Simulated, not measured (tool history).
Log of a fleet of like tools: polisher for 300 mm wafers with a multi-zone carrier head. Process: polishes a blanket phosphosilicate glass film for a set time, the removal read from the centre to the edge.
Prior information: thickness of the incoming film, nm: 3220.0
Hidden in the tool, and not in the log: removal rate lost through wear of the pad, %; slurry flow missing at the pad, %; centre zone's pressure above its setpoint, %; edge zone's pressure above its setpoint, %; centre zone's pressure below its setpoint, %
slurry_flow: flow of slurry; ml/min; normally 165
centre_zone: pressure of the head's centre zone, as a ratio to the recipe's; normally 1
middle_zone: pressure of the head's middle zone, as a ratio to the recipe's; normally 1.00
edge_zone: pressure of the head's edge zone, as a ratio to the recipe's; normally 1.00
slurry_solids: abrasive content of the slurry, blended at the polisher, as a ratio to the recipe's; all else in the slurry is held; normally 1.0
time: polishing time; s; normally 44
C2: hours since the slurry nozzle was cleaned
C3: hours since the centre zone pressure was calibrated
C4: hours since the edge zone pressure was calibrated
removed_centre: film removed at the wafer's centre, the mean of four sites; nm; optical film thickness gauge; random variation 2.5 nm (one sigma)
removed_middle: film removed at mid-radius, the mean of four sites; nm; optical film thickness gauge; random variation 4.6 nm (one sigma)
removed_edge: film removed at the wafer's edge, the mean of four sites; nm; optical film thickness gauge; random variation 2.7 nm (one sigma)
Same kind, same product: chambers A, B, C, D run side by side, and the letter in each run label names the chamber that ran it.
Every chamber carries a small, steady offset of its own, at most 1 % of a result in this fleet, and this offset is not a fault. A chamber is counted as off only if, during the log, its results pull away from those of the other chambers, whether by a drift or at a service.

{"run": "1A", "hour": 9.8, "slurry_flow": 165, "centre_zone": 1, "middle_zone": 1.0, "edge_zone": 1.0, "slurry_solids": 1.0, "time": 44, "wafers polished on this pad": 678, "C2": 46.3, "C3": 333.6, "C4": 401.1, "removed_centre": 305.25, "removed_middle": 304.18, "removed_edge": 301.41}
{"hour": 14.0, "done": "chamber B: worn pad replaced by a new one"}
{"hour": 15.7, "done": "chamber A: worn pad replaced by a new one"}
{"run": "2C", "hour": 17.2, "slurry_flow": 165, "centre_zone": 1, "middle_zone": 1.0, "edge_zone": 1.0, "slurry_solids": 1.0, "time": 44, "wafers polished on this pad": 375, "C2": 184.9, "C3": 724.1, "C4": 284.0, "removed_centre": 299.63, "removed_middle": 306.32, "removed_edge": 303.07}
{"run": "3D", "hour": 29.5, "slurry_flow": 165, "centre_zone": 1, "middle_zone": 1.0, "edge_zone": 1.0, "slurry_solids": 1.0, "time": 44, "wafers polished on this pad": 397, "C2": 46.9, "C3": 79.0, "C4": 267.3, "removed_centre": 305.86, "removed_middle": 306.91, "removed_edge": 306.37}
{"run": "4B", "hour": 43.7, "slurry_flow": 165, "centre_zone": 1, "middle_zone": 1.0, "edge_zone": 1.0, "slurry_solids": 1.0, "time": 44, "wafers polished on this pad": 249, "C2": 167.4, "C3": 436.0, "C4": 145.3, "removed_centre": 303.3, "removed_middle": 307.63, "removed_edge": 309.45}
{"run": "5A", "hour": 50.8, "slurry_flow": 130, "centre_zone": 1, "middle_zone": 1.0, "edge_zone": 1.0, "slurry_solids": 1.0, "time": 30, "wafers polished on this pad": 295, "C2": 87.3, "C3": 374.6, "C4": 442.1, "removed_centre": 196.02, "removed_middle": 195.24, "removed_edge": 199.26}
{"hour": 57.9, "done": "chamber A: edge zone pressure recalibrated"}
{"hour": 59.8, "done": "chamber C: worn pad replaced by a new one"}
{"run": "6C", "hour": 66.3, "slurry_flow": 130, "centre_zone": 1, "middle_zone": 1.0, "edge_zone": 1.0, "slurry_solids": 1.0, "time": 30, "wafers polished on this pad": 54, "C2": 234.0, "C3": 773.2, "C4": 333.1, "removed_centre": 195.59, "removed_middle": 201.02, "removed_edge": 203.9}
{"hour": 75.6, "done": "chamber D: worn pad replaced by a new one"}
{"run": "7D", "hour": 80.3, "slurry_flow": 130, "centre_zone": 1, "middle_zone": 1.0, "edge_zone": 1.0, "slurry_solids": 1.0, "time": 30, "wafers polished on this pad": 39, "C2": 97.7, "C3": 129.8, "C4": 318.1, "removed_centre": 195.71, "removed_middle": 197.32, "removed_edge": 200.63}
{"run": "8B", "hour": 96.2, "slurry_flow": 130, "centre_zone": 1, "middle_zone": 1.0, "edge_zone": 1.0, "slurry_solids": 1.0, "time": 30, "wafers polished on this pad": 689, "C2": 219.9, "C3": 488.5, "C4": 197.8, "removed_centre": 196.2, "removed_middle": 206.05, "removed_edge": 202.36}
{"run": "9D", "hour": 108.7, "slurry_flow": 165, "centre_zone": 1, "middle_zone": 1.0, "edge_zone": 1.0, "slurry_solids": 1.0, "time": 44, "wafers polished on this pad": 277, "C2": 126.1, "C3": 158.2, "C4": 346.5, "removed_centre": 302.13, "removed_middle": 311.86, "removed_edge": 303.07}
{"hour": 111.3, "done": "chamber A: worn pad replaced by a new one"}
{"run": "10C", "hour": 117.2, "slurry_flow": 165, "centre_zone": 1, "middle_zone": 1.0, "edge_zone": 1.0, "slurry_solids": 1.0, "time": 44, "wafers polished on this pad": 481, "C2": 284.9, "C3": 824.1, "C4": 384.0, "removed_centre": 301.22, "removed_middle": 301.81, "removed_edge": 304.12}
{"run": "11B", "hour": 126.8, "slurry_flow": 165, "centre_zone": 1, "middle_zone": 1.0, "edge_zone": 1.0, "slurry_solids": 1.0, "time": 44, "wafers polished on this pad": 946, "C2": 250.5, "C3": 519.1, "C4": 228.4, "removed_centre": 301.99, "removed_middle": 304.88, "removed_edge": 308.82}
{"run": "12A", "hour": 140.6, "slurry_flow": 165, "centre_zone": 1, "middle_zone": 1.0, "edge_zone": 0.9, "slurry_solids": 1.0, "time": 44, "wafers polished on this pad": 246, "C2": 177.1, "C3": 464.4, "C4": 82.7, "removed_centre": 305.7, "removed_middle": 309.57, "removed_edge": 289.73}
{"hour": 142.6, "done": "chamber C: worn pad replaced by a new one"}
{"run": "13C", "hour": 153.0, "slurry_flow": 165, "centre_zone": 1, "middle_zone": 1.0, "edge_zone": 0.9, "slurry_solids": 1.0, "time": 44, "wafers polished on this pad": 87, "C2": 320.7, "C3": 859.9, "C4": 419.8, "removed_centre": 304.0, "removed_middle": 301.96, "removed_edge": 293.76}
{"hour": 156.4, "done": "chamber B: worn pad replaced by a new one"}
{"run": "14A", "hour": 164.6, "slurry_flow": 165, "centre_zone": 1, "middle_zone": 1.0, "edge_zone": 0.9, "slurry_solids": 1.0, "time": 44, "wafers polished on this pad": 447, "C2": 201.1, "C3": 488.4, "C4": 106.7, "removed_centre": 304.12, "removed_middle": 305.44, "removed_edge": 288.27}
{"run": "15B", "hour": 174.1, "slurry_flow": 165, "centre_zone": 1, "middle_zone": 1.0, "edge_zone": 0.9, "slurry_solids": 1.0, "time": 44, "wafers polished on this pad": 148, "C2": 297.8, "C3": 566.4, "C4": 275.7, "removed_centre": 301.11, "removed_middle": 309.06, "removed_edge": 295.72}
{"hour": 179.7, "done": "chamber C: centre zone pressure recalibrated"}
{"run": "16D", "hour": 182.7, "slurry_flow": 165, "centre_zone": 1, "middle_zone": 1.0, "edge_zone": 1.0, "slurry_solids": 1.0, "time": 44, "wafers polished on this pad": 898, "C2": 200.1, "C3": 232.2, "C4": 420.5, "removed_centre": 299.89, "removed_middle": 312.65, "removed_edge": 308.36}
{"hour": 184.2, "done": "chamber D: worn pad replaced by a new one"}
{"run": "17C", "hour": 196.3, "slurry_flow": 165, "centre_zone": 1, "middle_zone": 1.0, "edge_zone": 1.0, "slurry_solids": 1.0, "time": 44, "wafers polished on this pad": 450, "C2": 364.0, "C3": 16.6, "C4": 463.1, "removed_centre": 271.13, "removed_middle": 309.75, "removed_edge": 305.48}
{"run": "18D", "hour": 207.8, "slurry_flow": 165, "centre_zone": 1, "middle_zone": 1.0, "edge_zone": 1.0, "slurry_solids": 1.0, "time": 44, "wafers polished on this pad": 198, "C2": 225.2, "C3": 257.3, "C4": 445.6, "removed_centre": 305.12, "removed_middle": 294.45, "removed_edge": 311.13}
{"hour": 208.0, "done": "chamber D: slurry nozzle cleaned"}
{"hour": 208.4, "done": "chamber A: worn pad replaced by a new one"}
{"hour": 208.9, "done": "chamber B: centre zone pressure recalibrated"}
{"run": "19A", "hour": 220.2, "slurry_flow": 165, "centre_zone": 1, "middle_zone": 1.0, "edge_zone": 1.0, "slurry_solids": 1.0, "time": 44, "wafers polished on this pad": 99, "C2": 256.7, "C3": 544.0, "C4": 162.3, "removed_centre": 303.19, "removed_middle": 317.32, "removed_edge": 301.88}
{"hour": 229.8, "done": "chamber C: worn pad replaced by a new one"}
{"run": "20B", "hour": 230.9, "slurry_flow": 165, "centre_zone": 1, "middle_zone": 1.0, "edge_zone": 1.0, "slurry_solids": 1.0, "time": 44, "wafers polished on this pad": 625, "C2": 354.6, "C3": 22.0, "C4": 332.5, "removed_centre": 307.26, "removed_middle": 310.24, "removed_edge": 306.93}
{"hour": 237.2, "done": "chamber C: slurry nozzle cleaned"}
{"run": "21B", "hour": 239.8, "slurry_flow": 165, "centre_zone": 1, "middle_zone": 1.0, "edge_zone": 1.0, "slurry_solids": 1.0, "time": 44, "wafers polished on this pad": 699, "C2": 363.5, "C3": 30.9, "C4": 341.4, "removed_centre": 304.22, "removed_middle": 306.86, "removed_edge": 308.76}
{"run": "22A", "hour": 246.8, "slurry_flow": 165, "centre_zone": 1, "middle_zone": 1.0, "edge_zone": 1.0, "slurry_solids": 1.0, "time": 44, "wafers polished on this pad": 322, "C2": 283.3, "C3": 570.6, "C4": 188.9, "removed_centre": 308.25, "removed_middle": 313.17, "removed_edge": 305.54}
{"run": "23C", "hour": 258.7, "slurry_flow": 165, "centre_zone": 1, "middle_zone": 1.0, "edge_zone": 1.0, "slurry_solids": 1.0, "time": 44, "wafers polished on this pad": 242, "C2": 21.5, "C3": 79.0, "C4": 525.5, "removed_centre": 273.37, "removed_middle": 305.71, "removed_edge": 302.97}
{"run": "24D", "hour": 273.4, "slurry_flow": 165, "centre_zone": 1, "middle_zone": 1.0, "edge_zone": 1.0, "slurry_solids": 1.0, "time": 44, "wafers polished on this pad": 748, "C2": 65.4, "C3": 322.9, "C4": 511.2, "removed_centre": 303.95, "removed_middle": 303.18, "removed_edge": 301.95}
{"run": "25A", "hour": 285.7, "slurry_flow": 165, "centre_zone": 1, "middle_zone": 1.0, "edge_zone": 0.95, "slurry_solids": 1.3, "time": 44, "wafers polished on this pad": 648, "C2": 322.2, "C3": 609.5, "C4": 227.8, "removed_centre": 339.46, "removed_middle": 341.76, "removed_edge": 327.19}
{"hour": 294.5, "done": "chamber D: worn pad replaced by a new one"}
{"run": "26D", "hour": 300.7, "slurry_flow": 165, "centre_zone": 1, "middle_zone": 1.0, "edge_zone": 0.95, "slurry_solids": 1.3, "time": 44, "wafers polished on this pad": 52, "C2": 92.7, "C3": 350.2, "C4": 538.5, "removed_centre": 340.07, "removed_middle": 336.77, "removed_edge": 333.6}
{"hour": 302.1, "done": "chamber A: worn pad replaced by a new one"}
{"hour": 303.1, "done": "chamber B: worn pad replaced by a new one"}
{"run": "27B", "hour": 315.5, "slurry_flow": 165, "centre_zone": 1, "middle_zone": 1.0, "edge_zone": 0.95, "slurry_solids": 1.3, "time": 44, "wafers polished on this pad": 104, "C2": 439.2, "C3": 106.6, "C4": 417.1, "removed_centre": 339.66, "removed_middle": 354.57, "removed_edge": 333.04}
{"hour": 323.3, "done": "chamber B: slurry nozzle cleaned"}
{"run": "28C", "hour": 324.2, "slurry_flow": 165, "centre_zone": 1, "middle_zone": 1.0, "edge_zone": 0.95, "slurry_solids": 1.3, "time": 44, "wafers polished on this pad": 791, "C2": 87.0, "C3": 144.5, "C4": 591.0, "removed_centre": 297.34, "removed_middle": 329.32, "removed_edge": 328.01}
{"hour": 329.2, "done": "chamber C: worn pad replaced by a new one"}
{"run": "29C", "hour": 336.1, "slurry_flow": 165, "centre_zone": 1, "middle_zone": 1.0, "edge_zone": 1.0, "slurry_solids": 1.0, "time": 44, "wafers polished on this pad": 58, "C2": 98.9, "C3": 156.4, "C4": 602.9, "removed_centre": 271.65, "removed_middle": 305.44, "removed_edge": 306.02}
{"run": "30B", "hour": 350.6, "slurry_flow": 165, "centre_zone": 1, "middle_zone": 1.0, "edge_zone": 1.0, "slurry_solids": 1.0, "time": 44, "wafers polished on this pad": 399, "C2": 27.3, "C3": 141.7, "C4": 452.2, "removed_centre": 304.2, "removed_middle": 310.88, "removed_edge": 309.42}
{"run": "31A", "hour": 358.7, "slurry_flow": 165, "centre_zone": 1, "middle_zone": 1.0, "edge_zone": 1.0, "slurry_solids": 1.0, "time": 44, "wafers polished on this pad": 475, "C2": 395.2, "C3": 682.5, "C4": 300.8, "removed_centre": 303.81, "removed_middle": 305.54, "removed_edge": 300.05}
{"run": "32D", "hour": 368.8, "slurry_flow": 165, "centre_zone": 1, "middle_zone": 1.0, "edge_zone": 0.95, "slurry_solids": 1.0, "time": 44, "wafers polished on this pad": 623, "C2": 160.8, "C3": 418.3, "C4": 606.6, "removed_centre": 299.02, "removed_middle": 304.53, "removed_edge": 291.97}
{"run": "33D", "hour": 381.7, "slurry_flow": 165, "centre_zone": 1, "middle_zone": 1.0, "edge_zone": 0.95, "slurry_solids": 1.0, "time": 44, "wafers polished on this pad": 731, "C2": 173.7, "C3": 431.2, "C4": 619.5, "removed_centre": 305.22, "removed_middle": 303.19, "removed_edge": 295.14}
{"run": "34C", "hour": 396.2, "slurry_flow": 165, "centre_zone": 1, "middle_zone": 1.0, "edge_zone": 0.95, "slurry_solids": 1.0, "time": 44, "wafers polished on this pad": 562, "C2": 159.0, "C3": 216.5, "C4": 663.0, "removed_centre": 275.06, "removed_middle": 303.48, "removed_edge": 295.64}
{"hour": 398.8, "done": "chamber A: worn pad replaced by a new one"}
{"run": "35A", "hour": 403.5, "slurry_flow": 165, "centre_zone": 1, "middle_zone": 1.0, "edge_zone": 0.95, "slurry_solids": 1.0, "time": 44, "wafers polished on this pad": 39, "C2": 440.0, "C3": 727.3, "C4": 345.6, "removed_centre": 304.01, "removed_middle": 311.8, "removed_edge": 297.75}
{"run": "36B", "hour": 415.0, "slurry_flow": 165, "centre_zone": 1, "middle_zone": 1.0, "edge_zone": 1.0, "slurry_solids": 1.0, "time": 44, "wafers polished on this pad": 939, "C2": 91.7, "C3": 206.1, "C4": 516.6, "removed_centre": 305.5, "removed_middle": 293.78, "removed_edge": 305.24}
{"hour": 420.9, "done": "chamber C: worn pad replaced by a new one"}
{"run": "37A", "hour": 429.2, "slurry_flow": 165, "centre_zone": 1, "middle_zone": 1.0, "edge_zone": 1.0, "slurry_solids": 1.0, "time": 44, "wafers polished on this pad": 254, "C2": 465.7, "C3": 753.0, "C4": 371.3, "removed_centre": 306.29, "removed_middle": 319.65, "removed_edge": 306.56}
{"run": "38C", "hour": 438.8, "slurry_flow": 165, "centre_zone": 1, "middle_zone": 1.0, "edge_zone": 1.0, "slurry_solids": 1.0, "time": 44, "wafers polished on this pad": 150, "C2": 201.6, "C3": 259.1, "C4": 705.6, "removed_centre": 271.49, "removed_middle": 294.6, "removed_edge": 308.1}

Next, every chamber runs the same settings. What will each give?
{"run": "39A", "hour": 450.3, "slurry_flow": 165, "centre_zone": 1, "middle_zone": 1.11, "edge_zone": 1.0, "slurry_solids": 1.0, "time": 44, "removed_centre": "?", "removed_middle": "?", "removed_edge": "?"}
{"run": "39B", "hour": 450.3, "slurry_flow": 165, "centre_zone": 1, "middle_zone": 1.11, "edge_zone": 1.0, "slurry_solids": 1.0, "time": 44, "removed_centre": "?", "removed_middle": "?", "removed_edge": "?"}
{"run": "39C", "hour": 450.3, "slurry_flow": 165, "centre_zone": 1, "middle_zone": 1.11, "edge_zone": 1.0, "slurry_solids": 1.0, "time": 44, "removed_centre": "?", "removed_middle": "?", "removed_edge": "?"}
{"run": "39D", "hour": 450.3, "slurry_flow": 165, "centre_zone": 1, "middle_zone": 1.11, "edge_zone": 1.0, "slurry_solids": 1.0, "time": 44, "removed_centre": "?", "removed_middle": "?", "removed_edge": "?"}

run=39A removed_centre=305.54 removed_middle=336.44 removed_edge=308.24
run=39B removed_centre=301.35 removed_middle=339.60 removed_edge=309.66
run=39C removed_centre=271.22 removed_middle=339.11 removed_edge=307.92
run=39D removed_centre=307.02 removed_middle=332.70 removed_edge=307.79
